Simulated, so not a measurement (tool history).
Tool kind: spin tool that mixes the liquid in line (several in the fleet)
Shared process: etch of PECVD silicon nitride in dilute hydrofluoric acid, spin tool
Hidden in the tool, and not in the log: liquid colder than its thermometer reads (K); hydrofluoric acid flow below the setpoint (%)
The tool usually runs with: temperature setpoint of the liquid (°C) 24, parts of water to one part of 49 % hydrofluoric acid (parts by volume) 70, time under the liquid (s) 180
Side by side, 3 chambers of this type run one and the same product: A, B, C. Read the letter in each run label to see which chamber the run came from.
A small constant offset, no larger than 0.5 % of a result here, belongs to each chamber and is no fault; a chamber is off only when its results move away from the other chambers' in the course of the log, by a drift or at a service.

run,hour,temperature setpoint of the liquid (°C),parts of water to one part of 49 % hydrofluoric acid (parts by volume),time under the liquid (s),hours since the thermometer was replaced,hours since the hydrofluoric acid flow meter was replaced,"read-back film thickness of the PECVD silicon nitride reference wafer, read on the same gauge (nm)",thickness taken off the PECVD silicon nitride on a monitor wafer (angstrom)
1A,4.9,24,70,180,1069.6,298,30.007,124.06
2B,13,24,70,180,1243.8,369.1,30.01,123.15
3C,21.7,24,70,180,474.7,276.1,29.991,124.29
4B,27.7,24,70,180,1258.5,383.8,30.002,122.19
5A,36.7,24,70,180,1101.4,329.8,29.995,123.72
6C,41.4,24,70,180,494.4,295.8,29.986,124.18
7B,49.1,24,70,180,1279.9,405.2,29.983,123.05
8A,57.5,20.5,70,255,1122.2,350.6,30.004,138.84
9C,64.5,20.5,70,255,517.5,318.9,30,137.83
10B,73,20.5,70,255,1303.8,429.1,30.016,137.19
11A,79.5,24,35,135,1144.2,372.6,29.997,182.03
12C,84.2,24,35,135,537.2,338.6,30.015,179.8
13B,90,24,35,135,1320.8,446.1,30.003,180.35
14C,96.9,26,70,180,549.9,351.3,30.01,142.28
15A,104.6,26,70,180,1169.3,397.7,30,137.5
16A,109.9,26,70,180,1174.6,403,29.98,136.66
17C,116.4,24,70,180,569.4,370.8,30,124.66
18B,120.8,24,70,180,1351.6,476.9,29.999,122.87
19A,127.2,24,70,180,1191.9,420.3,30.012,118.7
20B,133.2,24,70,180,1364,489.3,30.016,123.52
21C,142.8,24,70,180,595.8,397.2,30.006,124.64
22A,147,24,70,180,1211.7,440.1,29.994,118
23B,154.4,27.5,70,180,1385.2,510.5,29.997,157.02
24C,163.4,27.5,70,180,616.4,417.8,29.983,156.55

Read the log: is a single chamber off, either drifting away or since a service, is the gauge that measures every chamber drifting, or is nothing wrong beyond small per-chamber offsets? Name any odd chamber and what most likely caused it.

It is chamber A that slowly wanders off from its peers.
Most likely cause: liquid colder than its thermometer reads (K) = 0.914.
The log might look much the same if the cause were instead: hydrofluoric acid flow below the setpoint (%).

Below are 4 candidate recipes for chamber A's next run, each the usual settings with a change, their results shown as question marks. Which of them brings A's results back in line with what the other chambers give on the usual settings?
In line here means within this much of the mean the other chambers give on the usual settings: thickness taken off the PECVD silicon nitride on a monitor wafer (angstrom) 2.1
25A-1,170.3,25,70,180,,,,?
25A-2,170.3,24,75,180,,,,?
25A-3,170.3,24,70,175,,,,?
25A-4,170.3,24,70,185,,,,?

Usual-settings mean across the other chambers: thickness taken off the PECVD silicon nitride on a monitor wafer (angstrom) 123.71
run,thickness taken off the PECVD silicon nitride on a monitor wafer (angstrom)
25A-1,123.78
25A-2,108.16
25A-3,112.62
25A-4,119.05
With 25A-1, the chamber falls back in line with the rest.
